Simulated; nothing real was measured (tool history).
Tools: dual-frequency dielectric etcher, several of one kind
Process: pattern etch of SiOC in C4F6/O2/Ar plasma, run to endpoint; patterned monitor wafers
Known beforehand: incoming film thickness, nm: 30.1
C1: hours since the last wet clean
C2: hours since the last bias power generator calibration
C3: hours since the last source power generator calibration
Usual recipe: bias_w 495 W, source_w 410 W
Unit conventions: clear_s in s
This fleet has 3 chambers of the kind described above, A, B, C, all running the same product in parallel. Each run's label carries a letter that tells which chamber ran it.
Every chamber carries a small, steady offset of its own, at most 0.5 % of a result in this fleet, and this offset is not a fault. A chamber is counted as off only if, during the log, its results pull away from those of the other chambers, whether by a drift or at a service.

run 1B hour=7.7 | bias_w=495 source_w=410 | C1=92.2 C2=1408.9 C3=1453.3 | clear_s=10.0080
run 2C hour=14.3 | bias_w=495 source_w=410 | C1=270.6 C2=442.3 C3=1486.7 | clear_s=9.9813
run 3A hour=21.8 | bias_w=495 source_w=410 | C1=259.4 C2=478.0 C3=2899.0 | clear_s=10.1840
run 4B hour=33.3 | bias_w=495 source_w=410 | C1=117.8 C2=1434.5 C3=1478.9 | clear_s=9.9695
run 5A hour=41.9 | bias_w=495 source_w=410 | C1=279.5 C2=498.1 C3=2919.1 | clear_s=10.1660
run 6C hour=47.9 | bias_w=495 source_w=410 | C1=304.2 C2=475.9 C3=1520.3 | clear_s=9.9317
run 7B hour=58.9 | bias_w=495 source_w=410 | C1=143.4 C2=1460.1 C3=1504.5 | clear_s=10.0090
run 8A hour=66.3 | bias_w=495 source_w=410 | C1=303.9 C2=522.5 C3=2943.5 | clear_s=10.2360
run 9C hour=75.3 | bias_w=495 source_w=410 | C1=331.6 C2=503.3 C3=1547.7 | clear_s=9.8209
run 10B hour=86.9 | bias_w=495 source_w=410 | C1=171.4 C2=1488.1 C3=1532.5 | clear_s=10.1490
run 11A hour=95.5 | bias_w=495 source_w=410 | C1=333.1 C2=551.7 C3=2972.7 | clear_s=10.0590
run 12C hour=105.8 | bias_w=495 source_w=470 | C1=362.1 C2=533.8 C3=1578.2 | clear_s=9.3581
run 13C hour=113.4 | bias_w=495 source_w=470 | C1=369.7 C2=541.4 C3=1585.8 | clear_s=9.3914
run 14A hour=119.8 | bias_w=495 source_w=470 | C1=357.4 C2=576.0 C3=2997.0 | clear_s=9.6836
run 15B hour=125.5 | bias_w=495 source_w=410 | C1=210.0 C2=1526.7 C3=1571.1 | clear_s=9.9630
run 16B hour=134.8 | bias_w=495 source_w=410 | C1=219.3 C2=1536.0 C3=1580.4 | clear_s=10.0800
run 17C hour=145.2 | bias_w=495 source_w=410 | C1=401.5 C2=573.2 C3=1617.6 | clear_s=9.6594
run 18A hour=155.3 | bias_w=495 source_w=410 | C1=392.9 C2=611.5 C3=3032.5 | clear_s=10.0700
run 19A hour=163.5 | bias_w=495 source_w=410 | C1=401.1 C2=619.7 C3=3040.7 | clear_s=10.0810
run 20C hour=174.0 | bias_w=495 source_w=410 | C1=430.3 C2=602.0 C3=1646.4 | clear_s=9.5996
run 21B hour=181.9 | bias_w=402 source_w=410 | C1=266.4 C2=1583.1 C3=1627.5 | clear_s=10.8380

Which is it: a chamber that has drifted or been left off by a service, a gauge drift common to all chambers, or only each chamber's usual small offset? If a chamber is off, name it and its likeliest cause.

One chamber, C, drifts off from the rest bit by bit.
Most likely cause: etch rate over this chamber's usual, % = 4.96.

Below are 4 candidate recipes for chamber C's next run, each the usual settings with a change, their results shown as question marks. Which of them brings C's results back in line with what the other chambers give on the usual settings?
To be in line, a result may differ from the other chambers' mean on the usual settings by at most: clear_s 0.2700 s
run 22C-1 hour=190.4 | bias_w=622 source_w=410 | clear_s=?
run 22C-2 hour=190.4 | bias_w=559 source_w=410 | clear_s=?
run 22C-3 hour=190.4 | bias_w=462 source_w=380 | clear_s=?
run 22C-4 hour=190.4 | bias_w=495 source_w=320 | clear_s=?

Usual-settings mean across the other chambers: clear_s 10.0480 s
run=22C-1 clear_s=8.7702
run=22C-2 clear_s=9.1398
run=22C-3 clear_s=10.1100
run=22C-4 clear_s=10.5050
The right change is 22C-3: it brings the chamber back within the allowed miss of the others.
